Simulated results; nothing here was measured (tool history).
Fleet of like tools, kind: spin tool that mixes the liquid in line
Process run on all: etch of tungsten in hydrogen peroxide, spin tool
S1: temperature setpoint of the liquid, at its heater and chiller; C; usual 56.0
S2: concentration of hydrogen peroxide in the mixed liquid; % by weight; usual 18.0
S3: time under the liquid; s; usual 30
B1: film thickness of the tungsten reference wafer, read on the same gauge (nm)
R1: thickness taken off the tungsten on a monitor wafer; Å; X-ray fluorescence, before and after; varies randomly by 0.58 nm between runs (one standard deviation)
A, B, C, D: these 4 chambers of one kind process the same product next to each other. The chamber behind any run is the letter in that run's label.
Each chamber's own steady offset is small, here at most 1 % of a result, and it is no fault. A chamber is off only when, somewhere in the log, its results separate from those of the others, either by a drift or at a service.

Run 1B, hour 10.5: usual settings; B1 149.98. Result: R1 593.82 Å.
Run 2A, hour 19.9: usual settings; B1 150.00. Result: R1 576.92 Å.
Run 3D, hour 31.1: usual settings; B1 149.96. Result: R1 595.19 Å.
Run 4C, hour 45.1: usual settings; B1 149.97. Result: R1 586.49 Å.
Run 5A, hour 57.9: usual settings; B1 150.00. Result: R1 589.14 Å.
Run 6C, hour 72.5: usual settings; B1 150.00. Result: R1 583.22 Å.
Run 7B, hour 83.1: usual settings; B1 149.99. Result: R1 589.74 Å.
Run 8D, hour 94.5: usual settings; B1 149.99. Result: R1 589.88 Å.
Run 9A, hour 107.7: usual settings; B1 149.97. Result: R1 588.01 Å.
Run 10B, hour 120.5: usual settings; B1 150.01. Result: R1 596.23 Å.
At hour 120.6: chamber B: new drum of peroxide connected.
Run 11D, hour 133.1: usual settings; B1 149.99. Result: R1 597.97 Å.
At hour 135.7: chamber A: new drum of peroxide connected.
Run 12C, hour 143.4: usual settings but S1 61.0 C; B1 149.98. Result: R1 797.89 Å.
Run 13B, hour 154.3: usual settings but S1 61.0 C; B1 150.02. Result: R1 783.06 Å.
Run 14C, hour 163.8: usual settings but S1 61.0 C; B1 150.02. Result: R1 800.87 Å.
Run 15D, hour 177.3: usual settings but S1 61.0 C; B1 149.96. Result: R1 776.06 Å.
Run 16A, hour 187.5: usual settings; B1 150.03. Result: R1 589.59 Å.
At hour 190.1: chamber C: heated supply line repaired.
Run 17B, hour 199.9: usual settings; B1 149.99. Result: R1 589.97 Å.
Run 18D, hour 207.7: usual settings; B1 149.99. Result: R1 588.92 Å.
At hour 216.5: chamber D: peroxide flow meter replaced.
Run 19A, hour 220.1: usual settings; B1 150.01. Result: R1 587.71 Å.
At hour 226.8: chamber C: peroxide flow meter replaced.
Run 20C, hour 233.6: usual settings; B1 150.03. Result: R1 602.96 Å.
Run 21A, hour 242.1: usual settings but S1 65.0 C; B1 149.98. Result: R1 968.89 Å.
Run 22C, hour 253.7: usual settings but S1 65.0 C; B1 149.99. Result: R1 1027.10 Å.
Run 23B, hour 265.2: usual settings but S1 65.0 C; B1 150.04. Result: R1 1005.40 Å.
Run 24D, hour 279.1: usual settings but S1 65.0 C; B1 150.07. Result: R1 997.80 Å.
Run 25A, hour 288.7: usual settings; B1 150.03. Result: R1 580.46 Å.
At hour 292.4: chamber C: new drum of peroxide connected.
Run 26C, hour 300.9: usual settings; B1 149.95. Result: R1 608.89 Å.
Run 27D, hour 311.9: usual settings; B1 149.98. Result: R1 594.54 Å.
Run 28B, hour 322.4: usual settings; B1 150.00. Result: R1 585.48 Å.
At hour 322.7: chamber B: heated supply line repaired.
Run 29D, hour 329.9: usual settings; B1 150.00. Result: R1 590.96 Å.
Run 30C, hour 341.7: usual settings; B1 150.01. Result: R1 613.97 Å.
Run 31B, hour 354.5: usual settings but S1 52.5 C; B1 149.95. Result: R1 481.66 Å.
Run 32A, hour 361.4: usual settings but S1 52.5 C; B1 150.02. Result: R1 481.61 Å.
Run 33A, hour 375.2: usual settings but S1 52.5 C; B1 150.01. Result: R1 475.03 Å.
Run 34B, hour 384.0: usual settings but S1 52.5 C; B1 150.02. Result: R1 483.23 Å.
Run 35C, hour 396.2: usual settings; B1 149.99. Result: R1 613.29 Å.
Run 36D, hour 409.0: usual settings; B1 149.99. Result: R1 593.77 Å.
Run 37C, hour 418.5: usual settings; B1 150.00. Result: R1 621.05 Å.
Run 38D, hour 426.3: usual settings but S1 49.5 C, S3 20 s; B1 149.99. Result: R1 267.76 Å.
At hour 434.9: chamber D: new drum of peroxide connected.
Run 39A, hour 438.1: usual settings but S1 49.5 C, S3 20 s; B1 150.02. Result: R1 262.30 Å.
Run 40B, hour 451.2: usual settings but S1 49.5 C, S3 20 s; B1 150.02. Result: R1 265.48 Å.
Run 41C, hour 462.8: usual settings but S1 49.5 C, S3 20 s; B1 150.00. Result: R1 280.48 Å.
Run 42D, hour 473.5: usual settings; B1 150.01. Result: R1 593.14 Å.
Run 43B, hour 484.9: usual settings but S1 63.0 C, S3 15 s; B1 150.04. Result: R1 445.66 Å.

Next, every chamber runs the same settings. What will each give?
Run 44A, hour 495.5: usual settings but S2 22.5 % by weight. Result: R1 ?.
Run 44B, hour 495.5: usual settings but S2 22.5 % by weight. Result: R1 ?.
Run 44C, hour 495.5: usual settings but S2 22.5 % by weight. Result: R1 ?.
Run 44D, hour 495.5: usual settings but S2 22.5 % by weight. Result: R1 ?.

run      R1
44A  655.80
44B  660.39
44C  700.01
44D  651.72
